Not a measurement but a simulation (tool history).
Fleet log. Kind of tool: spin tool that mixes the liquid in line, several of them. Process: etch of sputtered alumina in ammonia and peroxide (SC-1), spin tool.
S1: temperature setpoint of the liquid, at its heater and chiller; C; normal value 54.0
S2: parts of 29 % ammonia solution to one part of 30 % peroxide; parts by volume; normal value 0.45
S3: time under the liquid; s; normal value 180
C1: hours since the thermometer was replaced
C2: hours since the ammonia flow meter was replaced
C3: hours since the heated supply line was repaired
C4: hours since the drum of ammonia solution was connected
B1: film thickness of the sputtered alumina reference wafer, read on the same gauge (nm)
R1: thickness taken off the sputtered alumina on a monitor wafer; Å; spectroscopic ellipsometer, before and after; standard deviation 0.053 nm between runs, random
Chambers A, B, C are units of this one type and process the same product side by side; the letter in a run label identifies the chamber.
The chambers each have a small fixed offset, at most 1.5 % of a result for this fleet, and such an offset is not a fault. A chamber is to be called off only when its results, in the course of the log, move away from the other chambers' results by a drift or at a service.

| run | hour | S1 | S2 | S3 | C1 | C2 | C3 | C4 | B1 | R1 |
|---|---|---|---|---|---|---|---|---|---|---|
|  | 4.0 | chamber B: ammonia flow meter replaced |
| 1B | 7.9 | 54.0 | 0.45 | 180 | 239.0 | 4.0 | 142.9 | 33.4 | 119.99 | 101.040 |
| 2A | 13.6 | 54.0 | 0.45 | 180 | 681.5 | 1096.5 | 814.4 | 102.5 | 120.01 | 98.463 |
| 3C | 20.8 | 54.0 | 0.45 | 180 | 774.2 | 341.3 | 2435.2 | 361.5 | 120.02 | 99.287 |
| 4A | 32.5 | 54.0 | 0.45 | 180 | 700.4 | 1115.4 | 833.3 | 121.4 | 120.02 | 98.308 |
| 5B | 45.6 | 54.0 | 0.45 | 180 | 276.7 | 41.7 | 180.6 | 71.1 | 119.99 | 100.530 |
| 6C | 52.1 | 54.0 | 0.45 | 180 | 805.5 | 372.6 | 2466.5 | 392.8 | 120.01 | 97.729 |
| 7A | 58.8 | 54.0 | 0.45 | 180 | 726.7 | 1141.7 | 859.6 | 147.7 | 120.02 | 98.044 |
| 8C | 65.5 | 54.0 | 0.45 | 180 | 818.9 | 386.0 | 2479.9 | 406.2 | 120.01 | 98.298 |
| 9B | 76.6 | 54.0 | 0.45 | 180 | 307.7 | 72.7 | 211.6 | 102.1 | 120.02 | 99.921 |
| 10B | 84.8 | 54.0 | 0.45 | 180 | 315.9 | 80.9 | 219.8 | 110.3 | 120.00 | 100.550 |
| 11C | 93.4 | 54.0 | 0.45 | 180 | 846.8 | 413.9 | 2507.8 | 434.1 | 119.99 | 98.581 |
| 12A | 102.8 | 54.0 | 0.45 | 180 | 770.7 | 1185.7 | 903.6 | 191.7 | 119.99 | 96.424 |
| 13B | 110.0 | 54.0 | 0.45 | 180 | 341.1 | 106.1 | 245.0 | 135.5 | 120.00 | 99.011 |
| 14A | 120.9 | 54.0 | 0.45 | 180 | 788.8 | 1203.8 | 921.7 | 209.8 | 120.01 | 96.345 |
| 15C | 133.8 | 54.0 | 0.45 | 265 | 887.2 | 454.3 | 2548.2 | 474.5 | 120.01 | 145.630 |
| 16A | 140.0 | 54.0 | 0.45 | 265 | 807.9 | 1222.9 | 940.8 | 228.9 | 119.99 | 141.090 |
| 17C | 149.9 | 54.0 | 0.45 | 265 | 903.3 | 470.4 | 2564.3 | 490.6 | 120.00 | 146.330 |
| 18B | 158.2 | 54.0 | 0.45 | 180 | 389.3 | 154.3 | 293.2 | 183.7 | 120.02 | 99.724 |
| 19A | 169.3 | 54.0 | 0.45 | 180 | 837.2 | 1252.2 | 970.1 | 258.2 | 120.01 | 94.210 |
| 20C | 178.0 | 54.0 | 0.60 | 115 | 931.4 | 498.5 | 2592.4 | 518.7 | 120.02 | 64.794 |
| 21B | 183.8 | 54.0 | 0.60 | 115 | 414.9 | 179.9 | 318.8 | 209.3 | 120.00 | 65.812 |
| 22B | 195.1 | 54.0 | 0.60 | 115 | 426.2 | 191.2 | 330.1 | 220.6 | 120.00 | 65.916 |
| 23A | 202.1 | 54.0 | 0.45 | 180 | 870.0 | 1285.0 | 1002.9 | 291.0 | 120.01 | 93.782 |
| 24C | 208.9 | 63.5 | 0.45 | 180 | 962.3 | 529.4 | 2623.3 | 549.6 | 120.00 | 160.990 |
| 25C | 219.0 | 63.5 | 0.45 | 180 | 972.4 | 539.5 | 2633.4 | 559.7 | 120.00 | 161.830 |
| 26B | 231.7 | 63.5 | 0.45 | 180 | 462.8 | 227.8 | 366.7 | 257.2 | 119.99 | 164.850 |

What goes on in this fleet: one chamber off, a drifting gauge, or nothing beyond the chambers' own small offsets? Name the chamber and the cause, if any.

Little by little, chamber A moves away from the other chambers.
What lies behind it: temperature lost on the way to the wafer (K) = 1.28.
Not necessarily distinguishable in this log from: liquid colder than its thermometer reads (K).

Here are 4 candidates for chamber A's next run, each the usual settings with a change, their results left as question marks. Which one brings its results back in line with what the others give on the usual settings?
A result is in line if it is within this distance of the other chambers' mean on the usual settings: R1 1.900 Å
| 27A-1 | 241.1 | 53.5 | 0.45 | 170 |  |  |  |  |  | ? |
| 27A-2 | 241.1 | 54.5 | 0.45 | 190 |  |  |  |  |  | ? |
| 27A-3 | 241.1 | 54.0 | 0.65 | 180 |  |  |  |  |  | ? |
| 27A-4 | 241.1 | 54.0 | 0.30 | 180 |  |  |  |  |  | ? |

Usual-settings mean across the other chambers: R1 99.277 Å
| run | R1 |
|---|---|
| 27A-1 | 84.745 |
| 27A-2 | 99.862 |
| 27A-3 | 95.400 |
| 27A-4 | 88.683 |
The answer is 27A-2, which returns the chamber to within the allowed miss of the others.
